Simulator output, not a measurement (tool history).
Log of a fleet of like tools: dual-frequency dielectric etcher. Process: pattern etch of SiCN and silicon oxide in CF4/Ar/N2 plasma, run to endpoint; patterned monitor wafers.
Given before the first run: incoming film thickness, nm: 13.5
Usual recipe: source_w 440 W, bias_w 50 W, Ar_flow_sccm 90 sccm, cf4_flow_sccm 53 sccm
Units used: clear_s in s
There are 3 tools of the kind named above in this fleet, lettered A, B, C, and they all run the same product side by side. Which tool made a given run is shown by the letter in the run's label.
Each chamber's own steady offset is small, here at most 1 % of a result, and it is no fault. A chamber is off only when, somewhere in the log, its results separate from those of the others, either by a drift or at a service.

run,hour,source_w,bias_w,Ar_flow_sccm,cf4_flow_sccm,hours since the last wet clean,hours since the last source power generator calibration,hours since the last bias power generator calibration,hours since the last Ar flow controller change,hours since the last CF4 flow controller change,clear_s
1B,13.8,440,50,90,53,210.3,2692.3,1072.1,1959.2,3814.7,18.683
2A,21.1,440,50,90,53,149.2,3817.3,1136.8,522.5,599.2,18.592
3C,32.8,440,50,90,53,173.0,1399.1,1702.8,3030.4,1684.1,18.577
4C,40.5,440,50,90,53,180.7,1406.8,1710.5,3038.1,1691.8,18.434
5B,50.9,440,60,90,53,247.4,2729.4,1109.2,1996.3,3851.8,17.637
6A,64.8,440,60,90,53,192.9,3861.0,1180.5,566.2,642.9,17.497
7B,72.4,440,60,90,53,268.9,2750.9,1130.7,2017.8,3873.3,17.715
8A,81.2,440,50,90,53,209.3,3877.4,1196.9,582.6,659.3,18.504
9C,95.9,440,50,90,53,236.1,1462.2,1765.9,3093.5,1747.2,18.462
10B,110.6,480,50,90,60,307.1,2789.1,1168.9,2056.0,3911.5,16.853
# hour 117.6: chamber C: CF4 flow controller replaced
11A,122.1,480,50,90,60,250.2,3918.3,1237.8,623.5,700.2,16.776
12C,131.3,480,50,90,60,271.5,1497.6,1801.3,3128.9,13.8,16.692
13B,139.1,350,45,90,53,335.6,2817.6,1197.4,2084.5,3940.0,23.473
14A,151.0,350,45,90,53,279.1,3947.2,1266.7,652.4,729.1,23.468
15C,158.9,350,45,90,53,299.1,1525.2,1828.9,3156.5,41.4,23.227
16C,168.2,440,50,90,53,308.4,1534.5,1838.2,3165.8,50.7,18.692
17A,178.9,440,50,90,53,307.0,3975.1,1294.6,680.3,757.0,18.734
18B,189.4,440,50,90,53,385.9,2867.9,1247.7,2134.8,3990.3,18.633
# hour 197.9: chamber C: source power generator calibrated
19A,200.6,440,38,90,60,328.7,3996.8,1316.3,702.0,778.7,19.674
20B,208.3,440,38,90,60,404.8,2886.8,1266.6,2153.7,4009.2,19.696
21C,218.4,440,38,90,60,358.6,20.6,1888.4,3216.0,100.9,19.696
22B,229.6,440,50,90,53,426.1,2908.1,1287.9,2175.0,4030.5,18.579
23A,242.2,440,50,80,53,370.3,4038.4,1357.9,743.6,820.3,18.259
24C,256.8,440,50,80,53,397.0,59.0,1926.8,3254.4,139.3,18.078
25C,268.6,440,50,80,53,408.8,70.8,1938.6,3266.2,151.1,17.971

Which is it: a chamber that has drifted or been left off by a service, a gauge drift common to all chambers, or only each chamber's usual small offset? If a chamber is off, name it and its likeliest cause.

All chambers stay in line apart from their small fixed offsets, and the gauge does not drift.
